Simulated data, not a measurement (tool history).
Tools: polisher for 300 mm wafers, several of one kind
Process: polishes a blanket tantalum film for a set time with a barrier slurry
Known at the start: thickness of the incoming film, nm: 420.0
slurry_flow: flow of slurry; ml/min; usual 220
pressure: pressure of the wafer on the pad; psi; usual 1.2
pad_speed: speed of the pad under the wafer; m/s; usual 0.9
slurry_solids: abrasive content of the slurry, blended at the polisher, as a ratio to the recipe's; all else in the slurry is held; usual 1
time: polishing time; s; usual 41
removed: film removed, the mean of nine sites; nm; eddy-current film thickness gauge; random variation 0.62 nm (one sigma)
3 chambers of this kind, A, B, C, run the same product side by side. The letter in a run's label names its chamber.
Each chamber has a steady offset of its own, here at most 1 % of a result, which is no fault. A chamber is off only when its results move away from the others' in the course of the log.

run   hour  slurry_flow  pressure  pad_speed  slurry_solids  time  removed
 1B   10.8          220       1.2        0.9              1    41   42.612
 2C   22.1          220       1.2        0.9              1    41   44.108
 3A   32.8          220       1.2        0.9              1    41   42.623
        42  -- chamber A: worn pad replaced by a new one
 4C   42.6          220       1.2        0.9              1    41   43.425
        47  -- chamber B: worn pad replaced by a new one
 5B   54.5          265       1.2        0.9              1    41   43.768
      61.2  -- chamber A: slurry blender recalibrated
 6A   61.4          265       1.2        0.9              1    41   43.487
 7A   69.4          265       1.2        0.9              1    41   43.402
      72.4  -- chamber C: worn pad replaced by a new one
 8B     84          220       1.2        0.9              1    41   43.203
      85.4  -- chamber A: slurry nozzle cleaned
      86.1  -- chamber B: slurry nozzle cleaned
 9C   97.7          260       1.5        0.9              1    41   53.903
10B  112.1          260       1.5        0.9              1    41   53.995
     115.1  -- chamber A: head pressure recalibrated
11A  127.4          260       1.5        0.9              1    41   54.858
12C  137.7          280       1.2        0.9           1.15    41   45.972
13B  148.1          280       1.2        0.9           1.15    41   45.367
     155.8  -- chamber B: worn pad replaced by a new one
14C  158.5          280       1.2        0.9           1.15    41   45.913
     159.3  -- chamber A: worn pad replaced by a new one
15A  173.8          220       1.2        0.9              1    41   42.947
16B  188.9          220       1.2        0.9           1.15    33   36.254
     189.6  -- chamber C: worn pad replaced by a new one
17A  201.9          220       1.2        0.9           1.15    33   35.381
     207.5  -- chamber B: slurry blender recalibrated
18C  212.3          220       1.2        0.9           1.15    33   36.777
19A  221.5          220       1.2        0.9              1    41   44.086
20C  234.7          220       1.2        0.9              1    41   43.853
       239  -- chamber B: worn pad replaced by a new one
21B  247.3          220       1.2        0.9              1    41   43.587
22A  256.7          220       1.2        0.9              1    41    42.84
     265.8  -- chamber A: worn pad replaced by a new one
23B  270.8          220       1.2        0.9              1    41   43.157
24C  281.1          220       1.2        0.9              1    41   43.029
25B  293.5          260       1.2        0.9              1    30   31.559
26C  301.5          260       1.2        0.9              1    30   33.087
       306  -- chamber C: worn pad replaced by a new one
27A  312.7          260       1.2        0.9              1    30   31.483
28C  325.6          220       1.2        0.9              1    41   42.781
     338.9  -- chamber A: slurry blender recalibrated
29B  340.3          220       1.2        0.9           1.25    41    46.26
     344.2  -- chamber A: slurry nozzle cleaned
     344.9  -- chamber B: worn pad replaced by a new one
30A  349.8          220       1.2        0.9           1.25    41   46.099
     357.3  -- chamber C: slurry nozzle cleaned
31C  357.5          220       1.2        0.9           1.25    41   45.444
32B  372.5          220       1.2        0.9              1    41   43.381
33A  382.6          220       1.2        0.9              1    41   43.446
     390.4  -- chamber C: slurry blender recalibrated
34C  393.4          220       1.2        0.9              1    41    43.44
     395.5  -- chamber A: worn pad replaced by a new one
35A  402.8          220       1.2        0.9              1    41   43.715

Is one chamber off against the others, does the gauge drift, or is nothing wrong? If a chamber is off, say which, and what the likeliest cause is.

No chamber stands off beyond its own small offset, and the gauge holds steady.
